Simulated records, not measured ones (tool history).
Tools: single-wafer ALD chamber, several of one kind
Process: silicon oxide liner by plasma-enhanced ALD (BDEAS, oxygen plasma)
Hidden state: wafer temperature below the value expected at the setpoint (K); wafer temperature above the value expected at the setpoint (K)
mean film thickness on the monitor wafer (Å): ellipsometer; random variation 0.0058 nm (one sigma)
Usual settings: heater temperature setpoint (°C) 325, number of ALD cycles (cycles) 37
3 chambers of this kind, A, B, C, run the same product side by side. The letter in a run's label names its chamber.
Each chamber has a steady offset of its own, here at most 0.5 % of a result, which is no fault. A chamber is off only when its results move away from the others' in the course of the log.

| run | hour | heater temperature setpoint (°C) | number of ALD cycles (cycles) | hours since the last thermocouple change | read-back reference wafer on the same gauge, thickness_nm | mean film thickness on the monitor wafer (Å) |
|---|---|---|---|---|---|---|
| 1C | 5.8 | 325 | 37 | 668.5 | 3.0213 | 33.174 |
| 2A | 11.4 | 325 | 37 | 72.5 | 3.0209 | 33.147 |
| 3B | 19.0 | 325 | 37 | 227.7 | 3.0234 | 33.032 |
| 4C | 25.0 | 325 | 37 | 687.7 | 3.0224 | 33.229 |
| 5A | 30.6 | 325 | 37 | 91.7 | 3.0217 | 33.057 |
| 6B | 38.3 | 325 | 37 | 247.0 | 3.0236 | 33.115 |
| 7B | 42.8 | 338 | 34 | 251.5 | 3.0228 | 29.935 |
| 8C | 50.4 | 338 | 34 | 713.1 | 3.0227 | 29.956 |
| 9A | 57.0 | 338 | 34 | 118.1 | 3.0232 | 29.901 |
| 10C | 64.5 | 333 | 30 | 727.2 | 3.0250 | 26.595 |
| 11B | 71.0 | 333 | 30 | 279.7 | 3.0261 | 26.601 |
| 12A | 77.5 | 333 | 30 | 138.6 | 3.0266 | 26.633 |
| 13A | 83.0 | 325 | 37 | 144.1 | 3.0266 | 33.134 |
| 14B | 89.5 | 325 | 37 | 298.2 | 3.0289 | 33.157 |
| 15C | 96.8 | 318 | 43 | 759.5 | 3.0268 | 38.950 |
| 16C | 101.4 | 318 | 43 | 764.1 | 3.0283 | 39.113 |
| 17B | 105.9 | 318 | 43 | 314.6 | 3.0292 | 38.993 |
| 18A | 111.0 | 325 | 37 | 172.1 | 3.0288 | 33.240 |
| 19B | 115.6 | 325 | 37 | 324.3 | 3.0295 | 33.229 |
| 20A | 120.6 | 312 | 37 | 181.7 | 3.0305 | 33.841 |
| 21C | 127.1 | 312 | 37 | 789.8 | 3.0305 | 33.881 |
| 22C | 133.2 | 312 | 37 | 795.9 | 3.0314 | 33.959 |
| 23A | 138.7 | 325 | 37 | 199.8 | 3.0317 | 33.164 |
| 24B | 143.7 | 330 | 34 | 352.4 | 3.0322 | 30.366 |
| 25C | 150.4 | 330 | 34 | 813.1 | 3.0319 | 30.385 |
| 26A | 156.9 | 330 | 34 | 218.0 | 3.0324 | 30.308 |
| 27B | 163.9 | 329 | 37 | 372.6 | 3.0329 | 33.006 |
| 28C | 169.6 | 329 | 37 | 832.3 | 3.0364 | 33.104 |
| 29A | 177.2 | 329 | 37 | 238.3 | 3.0352 | 33.051 |
| 30B | 181.7 | 325 | 37 | 390.4 | 3.0345 | 33.253 |
| 31B | 186.1 | 317 | 43 | 394.8 | 3.0357 | 39.121 |
| 32A | 193.0 | 317 | 43 | 254.1 | 3.0366 | 39.158 |
| 33C | 198.5 | 317 | 43 | 861.2 | 3.0378 | 39.171 |
| 34B | 206.0 | 325 | 37 | 414.7 | 3.0374 | 33.197 |
| 35C | 212.6 | 325 | 37 | 875.3 | 3.0386 | 33.319 |
| 36A | 216.5 | 325 | 37 | 277.6 | 3.0386 | 33.376 |
| 37B | 223.2 | 325 | 37 | 431.9 | 3.0394 | 33.214 |
| 38C | 228.8 | 325 | 37 | 891.5 | 3.0397 | 33.395 |
| 39A | 236.4 | 325 | 37 | 297.5 | 3.0394 | 33.357 |
| 40B | 241.5 | 325 | 37 | 450.2 | 3.0408 | 33.292 |
| 41A | 245.2 | 325 | 37 | 306.3 | 3.0408 | 33.316 |
| 42C | 249.4 | 325 | 37 | 912.1 | 3.0397 | 33.370 |

Next, every chamber runs the same settings. What will each give?
| 43A | 254.9 | 325 | 42 |  |  | ? |
| 43B | 254.9 | 325 | 42 |  |  | ? |
| 43C | 254.9 | 325 | 42 |  |  | ? |

| run | mean film thickness on the monitor wafer (Å) |
|---|---|
| 43A | 37.876 |
| 43B | 37.888 |
| 43C | 38.021 |
